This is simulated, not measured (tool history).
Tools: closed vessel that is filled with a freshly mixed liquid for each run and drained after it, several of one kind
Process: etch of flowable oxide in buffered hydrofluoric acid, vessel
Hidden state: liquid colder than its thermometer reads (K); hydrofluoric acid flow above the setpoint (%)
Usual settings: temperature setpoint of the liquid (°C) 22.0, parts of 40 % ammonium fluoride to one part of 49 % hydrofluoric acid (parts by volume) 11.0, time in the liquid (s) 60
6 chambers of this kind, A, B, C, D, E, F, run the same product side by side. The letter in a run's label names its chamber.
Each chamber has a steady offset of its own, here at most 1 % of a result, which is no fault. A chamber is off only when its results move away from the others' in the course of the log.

| run | hour | temperature setpoint of the liquid (°C) | parts of 40 % ammonium fluoride to one part of 49 % hydrofluoric acid (parts by volume) | time in the liquid (s) | hours since the thermometer was replaced | hours since the hydrofluoric acid flow meter was replaced | read-back film thickness of the flowable oxide reference wafer, read on the same gauge (nm) | thickness taken off the flowable oxide on a monitor wafer (angstrom) |
|---|---|---|---|---|---|---|---|---|
|  | 3.8 | chamber B: hydrofluoric acid flow meter replaced |
| 1F | 10.5 | 22.0 | 11.0 | 60 | 550.0 | 461.2 | 90.021 | 1509.90 |
| 2C | 17.4 | 22.0 | 11.0 | 60 | 2778.8 | 285.6 | 90.007 | 1508.60 |
|  | 22.1 | chamber D: hydrofluoric acid flow meter replaced |
| 3D | 26.1 | 22.0 | 11.0 | 60 | 671.6 | 4.1 | 89.991 | 1512.40 |
| 4A | 33.6 | 22.0 | 11.0 | 60 | 35.0 | 199.3 | 89.992 | 1500.90 |
| 5B | 44.4 | 22.0 | 11.0 | 60 | 2317.7 | 40.6 | 89.983 | 1491.40 |
| 6E | 52.0 | 18.5 | 13.5 | 60 | 393.5 | 1959.6 | 90.020 | 1004.00 |
|  | 53.1 | chamber C: thermometer replaced |
| 7C | 59.9 | 18.5 | 13.5 | 60 | 6.8 | 328.1 | 90.012 | 1017.00 |
| 8B | 65.2 | 18.5 | 13.5 | 60 | 2338.5 | 61.4 | 89.989 | 1008.30 |
| 9D | 72.7 | 18.5 | 13.5 | 60 | 718.2 | 50.7 | 90.001 | 1016.30 |
| 10A | 83.9 | 18.5 | 13.5 | 60 | 85.3 | 249.6 | 89.977 | 1011.00 |
| 11E | 95.0 | 18.5 | 13.5 | 60 | 436.5 | 2002.6 | 90.022 | 998.64 |
| 12F | 101.8 | 22.0 | 11.0 | 60 | 641.3 | 552.5 | 90.005 | 1503.60 |
| 13F | 107.3 | 22.0 | 11.0 | 60 | 646.8 | 558.0 | 90.000 | 1507.00 |
| 14B | 116.5 | 22.0 | 11.0 | 60 | 2389.8 | 112.7 | 90.010 | 1483.80 |
| 15D | 126.1 | 22.0 | 11.0 | 60 | 771.6 | 104.1 | 89.992 | 1516.40 |
| 16E | 131.8 | 22.0 | 11.0 | 60 | 473.3 | 2039.4 | 89.985 | 1488.00 |
| 17C | 137.3 | 22.0 | 11.0 | 60 | 84.2 | 405.5 | 90.052 | 1486.20 |
| 18A | 147.0 | 22.0 | 11.0 | 60 | 148.4 | 312.7 | 90.017 | 1514.80 |
| 19B | 152.0 | 22.0 | 11.0 | 60 | 2425.3 | 148.2 | 90.003 | 1491.70 |
|  | 157.3 | chamber F: thermometer replaced |
| 20D | 161.5 | 22.0 | 11.0 | 60 | 807.0 | 139.5 | 89.981 | 1505.90 |
| 21F | 167.7 | 22.0 | 11.0 | 60 | 10.4 | 618.4 | 89.972 | 1513.40 |
| 22A | 174.1 | 22.0 | 11.0 | 60 | 175.5 | 339.8 | 89.995 | 1499.90 |
| 23C | 181.3 | 22.0 | 11.0 | 60 | 128.2 | 449.5 | 89.964 | 1506.40 |
| 24E | 191.2 | 22.0 | 11.0 | 60 | 532.7 | 2098.8 | 89.984 | 1489.40 |
| 25D | 201.2 | 22.0 | 11.0 | 60 | 846.7 | 179.2 | 90.012 | 1510.30 |
| 26C | 207.3 | 22.0 | 11.0 | 60 | 154.2 | 475.5 | 90.008 | 1504.30 |
| 27A | 215.8 | 22.0 | 11.0 | 60 | 217.2 | 381.5 | 90.008 | 1512.90 |
| 28B | 225.3 | 22.0 | 11.0 | 60 | 2498.6 | 221.5 | 89.980 | 1486.70 |
|  | 225.5 | chamber D: thermometer replaced |
| 29F | 232.3 | 22.0 | 11.0 | 60 | 75.0 | 683.0 | 90.009 | 1519.10 |
| 30E | 239.6 | 22.0 | 11.0 | 60 | 581.1 | 2147.2 | 90.001 | 1500.00 |
| 31C | 245.9 | 22.0 | 11.0 | 60 | 192.8 | 514.1 | 90.046 | 1503.20 |
| 32A | 254.7 | 22.0 | 11.0 | 60 | 256.1 | 420.4 | 90.062 | 1506.20 |
| 33B | 261.5 | 22.0 | 11.0 | 60 | 2534.8 | 257.7 | 89.991 | 1479.80 |
| 34F | 267.7 | 24.0 | 11.0 | 90 | 110.4 | 718.4 | 89.941 | 2523.30 |
| 35D | 279.1 | 24.0 | 11.0 | 90 | 53.6 | 257.1 | 89.988 | 2529.70 |
| 36E | 286.2 | 24.0 | 11.0 | 90 | 627.7 | 2193.8 | 90.023 | 2510.30 |

What goes on in this fleet: one chamber off, a drifting gauge, or nothing beyond the chambers' own small offsets? Name the chamber and the cause, if any.

No chamber stands off beyond its own small offset, and the gauge holds steady.

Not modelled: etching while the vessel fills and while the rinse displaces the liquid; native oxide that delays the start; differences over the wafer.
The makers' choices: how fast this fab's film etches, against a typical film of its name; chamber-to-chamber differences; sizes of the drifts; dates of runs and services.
